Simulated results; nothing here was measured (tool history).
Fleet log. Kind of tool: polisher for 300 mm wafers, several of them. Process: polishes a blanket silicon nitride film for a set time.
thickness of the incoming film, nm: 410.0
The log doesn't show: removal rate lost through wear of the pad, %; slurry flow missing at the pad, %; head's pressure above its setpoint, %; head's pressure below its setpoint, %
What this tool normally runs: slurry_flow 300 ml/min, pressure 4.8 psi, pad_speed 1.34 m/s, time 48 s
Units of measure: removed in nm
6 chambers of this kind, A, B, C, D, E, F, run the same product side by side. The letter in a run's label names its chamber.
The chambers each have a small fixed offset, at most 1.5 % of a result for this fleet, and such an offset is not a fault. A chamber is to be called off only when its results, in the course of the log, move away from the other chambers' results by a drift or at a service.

run	hour	slurry_flow	pressure	pad_speed	time	wafers polished on this pad	hours since the slurry nozzle was cleaned	hours since the head pressure was calibrated	removed
1B	4.8	300	4.8	1.34	48	393	529	128.1	125.84
2D	12.8	300	4.8	1.34	48	352	64	562.7	126.91
3C	20.2	300	4.8	1.34	48	602	287.3	225.2	125.75
4F	26.3	300	4.8	1.34	48	756	29.1	553.5	125.65
# hour 31.8: chamber F: worn pad replaced by a new one
5E	31.8	300	4.8	1.34	48	1203	588.8	1295.5	125.29
# hour 34.6: chamber B: worn pad replaced by a new one
6A	37.8	300	6	1.34	64	504	43	361	212.21
7A	44.3	300	6	1.34	64	589	49.5	367.5	211.7
# hour 48: chamber B: slurry nozzle cleaned
8C	51.4	300	6	1.34	64	1012	318.5	256.4	211.01
# hour 52.2: chamber C: worn pad replaced by a new one
9F	58.3	300	6	1.34	64	349	61.1	585.5	207.12
10E	63.8	300	6	1.34	64	1623	620.8	1327.5	213.8
11D	69.4	300	6	1.34	64	1095	120.6	619.3	214.31
# hour 75.3: chamber A: worn pad replaced by a new one
12B	77.2	300	5.4	1.34	56	559	29.2	200.5	165.4
# hour 79: chamber D: worn pad replaced by a new one
13F	82.7	300	5.4	1.34	56	669	85.5	609.9	165.07
14A	90.5	300	5.4	1.34	56	199	95.7	413.7	168.75
# hour 91.6: chamber E: slurry nozzle cleaned
15E	95.8	300	5.4	1.34	56	2043	4.2	1359.5	161.13
# hour 97.4: chamber B: worn pad replaced by a new one
# hour 97.8: chamber E: head pressure recalibrated
# hour 98.3: chamber F: head pressure recalibrated
# hour 102.1: chamber F: worn pad replaced by a new one
16D	104.9	300	5.4	1.34	56	340	156.1	654.8	168.34
17C	111.7	300	5.4	1.34	56	781	378.8	316.7	166.74
18B	117.7	300	4.8	1.34	48	266	69.7	241	124.88
19A	124.7	215	4.8	1.34	39	648	129.9	447.9	99.976
20D	129.5	215	4.8	1.34	39	663	180.7	679.4	98.457
21F	134.4	215	4.8	1.34	39	425	137.2	36.2	99.47
# hour 139: chamber C: worn pad replaced by a new one
22E	139.1	215	4.8	1.34	39	2612	47.5	41.4	94.358
23B	144	215	4.8	1.34	39	612	96	267.3	99.432
24C	152.7	215	4.8	1.34	39	180	419.8	357.7	100.49
25B	157.9	300	4.8	1.34	48	794	109.9	281.2	125.63
# hour 164.1: chamber B: worn pad replaced by a new one
26A	167	300	4.8	1.34	48	1204	172.2	490.2	126.68
27C	173.6	300	4.8	1.34	48	454	440.7	378.6	127.65
# hour 176.8: chamber A: worn pad replaced by a new one
# hour 179: chamber F: worn pad replaced by a new one
28F	179.9	300	4.8	1.34	48	12	182.7	81.7	123.37
29D	189	300	4.8	1.34	48	1444	240.2	738.9	127.75
# hour 197.1: chamber D: worn pad replaced by a new one
30E	197.9	300	4.8	1.34	48	3384	106.3	100.2	117.54
31F	206	300	4.8	1.34	48	355	208.8	107.8	125.15
32B	211.8	300	4.8	1.34	48	626	163.8	335.1	128.47
33A	216.9	300	4.8	1.34	48	526	222.1	540.1	127.98
# hour 220.1: chamber B: head pressure recalibrated
# hour 221.1: chamber B: worn pad replaced by a new one
34E	222.4	300	4.8	1.34	48	3706	130.8	124.7	118.15
35D	229.7	300	4.8	1.34	48	428	280.9	779.6	127.62
# hour 236.3: chamber C: worn pad replaced by a new one
36C	239	300	4.8	1.34	48	35	506.1	444	128.25
# hour 245.3: chamber F: worn pad replaced by a new one
37C	248.1	300	4.8	1.34	48	155	515.2	453.1	124.76
38E	256.1	300	4.8	1.34	48	4148	164.5	158.4	114.46
39D	263.1	300	4.8	1.34	48	867	314.3	813	126.05
# hour 266: chamber F: slurry nozzle cleaned
40A	269.3	300	4.8	1.34	48	1214	274.5	592.5	124.08
41F	277.9	300	4.8	1.34	48	428	12	179.7	130.53
42B	282.8	300	4.8	1.34	48	811	234.8	62.7	126.02
43D	287.8	300	4.8	1.34	48	1191	339	837.7	128.68
44C	294.7	300	4.8	1.34	48	767	561.8	499.7	128.11

Predict what each chamber gives when all 6 of them run the settings below next.
45A	301.7	300	4.8	1.34	48				?
45B	301.7	300	4.8	1.34	48				?
45C	301.7	300	4.8	1.34	48				?
45D	301.7	300	4.8	1.34	48				?
45E	301.7	300	4.8	1.34	48				?
45F	301.7	300	4.8	1.34	48				?

run	removed
45A	125.88
45B	128.01
45C	124.19
45D	123.24
45E	112.38
45F	128.8
